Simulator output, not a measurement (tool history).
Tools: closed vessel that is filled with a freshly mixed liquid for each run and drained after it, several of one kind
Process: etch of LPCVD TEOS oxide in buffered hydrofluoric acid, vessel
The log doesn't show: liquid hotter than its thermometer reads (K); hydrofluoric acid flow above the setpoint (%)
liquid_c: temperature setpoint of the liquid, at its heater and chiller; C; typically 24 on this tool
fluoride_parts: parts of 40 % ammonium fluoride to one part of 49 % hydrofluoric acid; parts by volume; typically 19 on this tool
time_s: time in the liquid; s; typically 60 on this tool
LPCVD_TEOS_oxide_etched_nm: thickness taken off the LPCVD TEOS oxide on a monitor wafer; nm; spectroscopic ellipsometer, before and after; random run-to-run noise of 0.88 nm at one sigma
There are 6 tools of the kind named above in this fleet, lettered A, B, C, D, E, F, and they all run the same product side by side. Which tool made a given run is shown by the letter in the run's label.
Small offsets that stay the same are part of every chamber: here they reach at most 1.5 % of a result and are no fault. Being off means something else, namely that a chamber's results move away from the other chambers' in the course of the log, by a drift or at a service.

run,hour,liquid_c,fluoride_parts,time_s,hours since the thermometer was replaced,hours since the hydrofluoric acid flow meter was replaced,"read-back film thickness of the LPCVD TEOS oxide reference wafer, read on the same gauge (nm)",LPCVD_TEOS_oxide_etched_nm
# hour 0.4: chamber B: hydrofluoric acid flow meter replaced
1C,6.9,24,19,60,235.9,463.5,79.991,91.411
2B,20.4,24,19,60,300.4,20,80.015,89.373
3E,30.6,24,19,60,1612.6,368.2,80.011,89.484
# hour 37.9: chamber C: hydrofluoric acid flow meter replaced
4F,43.1,24,19,60,1237.4,1035.8,79.992,90.138
5D,58.8,24,19,60,974,250.2,79.985,90.508
6A,68.7,24,19,60,204.2,705.5,79.994,91.824
7A,76.9,24,19,60,212.4,713.7,79.991,92.405
8B,91.9,24,19,60,371.9,91.5,80.024,88.288
9D,107.4,24,19,60,1022.6,298.8,80.009,91.316
10F,121.7,24,19,60,1316,1114.4,80.006,90.95
11E,137.4,24,19,60,1719.4,475,79.987,91.91
12C,147.7,24,19,60,376.7,109.9,80.004,91.597
# hour 153.7: chamber E: hydrofluoric acid flow meter replaced
13A,160.4,24,19,60,295.9,797.2,80.005,93.769
14B,171.9,24,19,60,451.9,171.5,80.027,89.168
15E,185,24,19,60,1767,31.4,80.005,90.981
16C,200.7,24,19,60,429.7,162.9,79.983,90.134
17D,213.7,24,19,60,1128.9,405.1,80.024,91.584
18F,227.8,24,19,60,1422.1,1220.5,79.98,89.006
19A,238,24,19,60,373.5,874.8,80.016,96.7
20C,251.8,24,19,60,480.8,214,79.983,90.353
21E,265.8,24,19,60,1847.8,112.2,80.01,90.895
22F,280.3,24,19,60,1474.6,1273,80.002,90.6
23D,292.9,24,19,60,1208.1,484.3,80.004,91.363
24B,306.2,24,19,60,586.2,305.8,79.993,89.954
25E,315.6,24,19,60,1897.6,162,79.988,88.572
26D,329.5,26,19,40,1244.7,520.9,80.011,68.127
# hour 340.3: chamber D: thermometer replaced
27B,344.6,26,19,40,624.6,344.2,79.988,68.202
28A,356.3,26,19,40,491.8,993.1,80.019,73.742
29F,369.5,26,19,40,1563.8,1362.2,79.996,67.104
30C,377.2,26,19,40,606.2,339.4,79.991,68.849
31A,386.5,26,19,40,522,1023.3,79.998,73.277
32C,395.8,24,19,60,624.8,358,79.975,92.546
33D,404,24,19,60,63.8,595.4,80.013,89.879
34B,415.7,24,19,60,695.7,415.3,80.011,89.53
35F,426.8,24,19,60,1621.1,1419.5,79.981,91.3
36E,438.6,24,19,60,2020.6,285,80.028,90.933
37A,450.2,24,19,60,585.7,1087,80,99.637
38E,463.1,24,19,60,2045.1,309.5,79.985,92.181
39D,475.8,24,25.5,60,135.6,667.2,79.989,72.621

Each of the 6 chambers runs these same settings next. Fill in every chamber's results:
40A,487,24,19,60,,,,?
40B,487,24,19,60,,,,?
40C,487,24,19,60,,,,?
40D,487,24,19,60,,,,?
40E,487,24,19,60,,,,?
40F,487,24,19,60,,,,?

run,LPCVD_TEOS_oxide_etched_nm
40A,103.6
40B,90.045
40C,91.614
40D,90.535
40E,91.588
40F,89.626
